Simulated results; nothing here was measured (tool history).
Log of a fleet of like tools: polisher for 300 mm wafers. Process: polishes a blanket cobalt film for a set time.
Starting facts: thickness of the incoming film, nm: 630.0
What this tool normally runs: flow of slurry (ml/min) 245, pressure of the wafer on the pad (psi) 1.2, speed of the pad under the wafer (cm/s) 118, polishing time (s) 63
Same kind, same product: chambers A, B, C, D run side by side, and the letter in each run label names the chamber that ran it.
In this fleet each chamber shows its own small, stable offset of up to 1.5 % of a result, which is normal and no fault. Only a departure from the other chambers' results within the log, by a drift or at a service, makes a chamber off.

run   hour  flow of slurry (ml/min)  pressure of the wafer on the pad (psi)  speed of the pad under the wafer (cm/s)  polishing time (s)  wafers polished on this pad  hours since the slurry nozzle was cleaned  hours since the head pressure was calibrated  film removed (Å)
 1D   13.4                      245                                     1.2                                      118                  63                          605                                       75.5                                         541.4              2538
      15.2  -- chamber A: worn pad replaced by a new one
 2C   23.9                      245                                     1.2                                      118                  63                          851                                      123.3                                         490.7              2597
 3B   36.4                      245                                     1.2                                      118                  63                          415                                        536                                            84              2572
      36.5  -- chamber B: slurry nozzle cleaned
 4A   43.2                      245                                     1.2                                      118                  63                          210                                       68.9                                         184.2            2560.5
 5A   55.4                      245                                     1.2                                      118                  63                          302                                       81.1                                         196.4            2537.9
 6D   63.5                      245                                     1.2                                      118                  63                          982                                      125.6                                         591.5            2497.2
 7C   69.5                      245                                     1.2                                      118                  63                         1195                                      168.9                                         536.3            2608.3
 8B   78.7                      245                                     1.2                                      118                  63                          733                                       42.3                                         126.3            2572.8
 9C   91.1                      245                                     1.4                                      118                  63                         1357                                      190.5                                         557.9            2930.2
10B   98.7                      245                                     1.4                                      118                  63                          883                                       62.3                                         146.3            3033.1
     100.1  -- chamber A: worn pad replaced by a new one
11A  109.5                      245                                     1.4                                      118                  63                           70                                      135.2                                         250.5            2974.7
12D  122.7                      245                                     1.4                                      118                  63                         1428                                      184.8                                         650.7            2852.7
     123.4  -- chamber C: worn pad replaced by a new one
     134.7  -- chamber B: worn pad replaced by a new one
13C  136.1                      245                                     1.2                                      118                  63                           96                                      235.5                                         602.9              2554
14D  145.4                      245                                     1.2                                      118                  63                         1598                                      207.5                                         673.4            2481.5
15B  156.3                      245                                     1.2                                      118                  63                          163                                      119.9                                         203.9            2588.7
16A    163                      245                                     1.2                                      118                  63                          473                                      188.7                                           304            2580.1
17C  170.7                      245                                     1.2                                      118                  63                          356                                      270.1                                         637.5            2578.1
18D  178.4                      245                                     1.2                                      118                  63                         1847                                      240.5                                         706.4            2416.4
19A  191.3                      245                                     1.2                                      118                  63                          686                                        217                                         332.3            2486.3
     193.9  -- chamber A: worn pad replaced by a new one
20B  204.1                      245                                     1.2                                      118                  63                          522                                      167.7                                         251.7            2563.1
     204.5  -- chamber A: head pressure recalibrated
21D  210.2                      245                                     1.2                                      118                  63                         2086                                      272.3                                         738.2              2424
22A  221.6                      245                                     1.2                                      118                  63                          208                                      247.3                                          17.2            2553.1
23C  228.8                      245                                     1.2                                      118                  63                          793                                      328.2                                         695.6            2573.8
24B  236.1                      245                                     1.2                                      118                  63                          763                                      199.7                                         283.7            2541.5
25D  243.7                      245                                     1.2                                      118                  63                         2338                                      305.8                                         771.7            2358.5
26A  257.2                      245                                     1.2                                      118                  63                          476                                      282.9                                          52.8            2547.1
27B  267.6                      245                                     1.2                                      118                  63                         1000                                      231.2                                         315.2            2581.4
28C  274.9                      245                                     1.2                                      118                  83                         1140                                      374.3                                         741.7            3368.1
29C  282.9                      245                                     1.2                                      118                  83                         1200                                      382.3                                         749.7            3374.5
     284.8  -- chamber A: worn pad replaced by a new one
30B  290.8                      245                                     1.2                                      118                  83                         1175                                      254.4                                         338.4            3354.6
     298.7  -- chamber B: worn pad replaced by a new one
31A  302.5                      245                                     1.2                                      118                  83                          133                                      328.2                                          98.1            3432.1
32D  314.4                      245                                     1.2                                      118                  63                         2870                                      376.5                                         842.4            2337.1
33D    325                      245                                     1.2                                       98                  63                         2950                                      387.1                                           853            1931.3
34C  338.6                      245                                     1.2                                       98                  63                         1620                                        438                                         805.4            2129.7
     340.6  -- chamber C: worn pad replaced by a new one
       341  -- chamber B: head pressure recalibrated
35A  351.2                      245                                     1.2                                       98                  63                          499                                      376.9                                         146.8              2097
36B  357.6                      245                                     1.2                                       98                  63                          443                                      321.2                                          16.7            2130.7
37C  370.6                      245                                     1.2                                      118                  63                          226                                        470                                         837.4            2535.4

What goes on in this fleet: one chamber off, a drifting gauge, or nothing beyond the chambers' own small offsets? Name the chamber and the cause, if any.

It is chamber D that slowly wanders off from its peers.
Likeliest cause: removal rate lost through wear of the pad, % = 11.2.
The log may not tell that from: head's pressure below its setpoint, %.

Which of the 4 candidates below, each the usual settings with something changed and its results left as question marks, puts chamber D back in line with what the other chambers give on the usual settings?
Allowed miss from the other chambers' usual-settings mean, per result, to count as in line: film removed (Å) 94
38D-1  380.7                      245                                     1.2                                      126                  67                                                                                                                                       ?
38D-2  380.7                      245                                     1.1                                      118                  60                                                                                                                                       ?
38D-3  380.7                      245                                     1.2                                      112                  63                                                                                                                                       ?
38D-4  380.7                      245                                     1.2                                      124                  63                                                                                                                                       ?

Average result of the remaining chambers running the usual settings: film removed (Å) 2551.3
  run  film removed (Å)
38D-1            2561.2
38D-2            1968.2
38D-3            2144.4
38D-4            2370.6
38D-1 is the one that brings the chamber's results back in line with the other chambers.
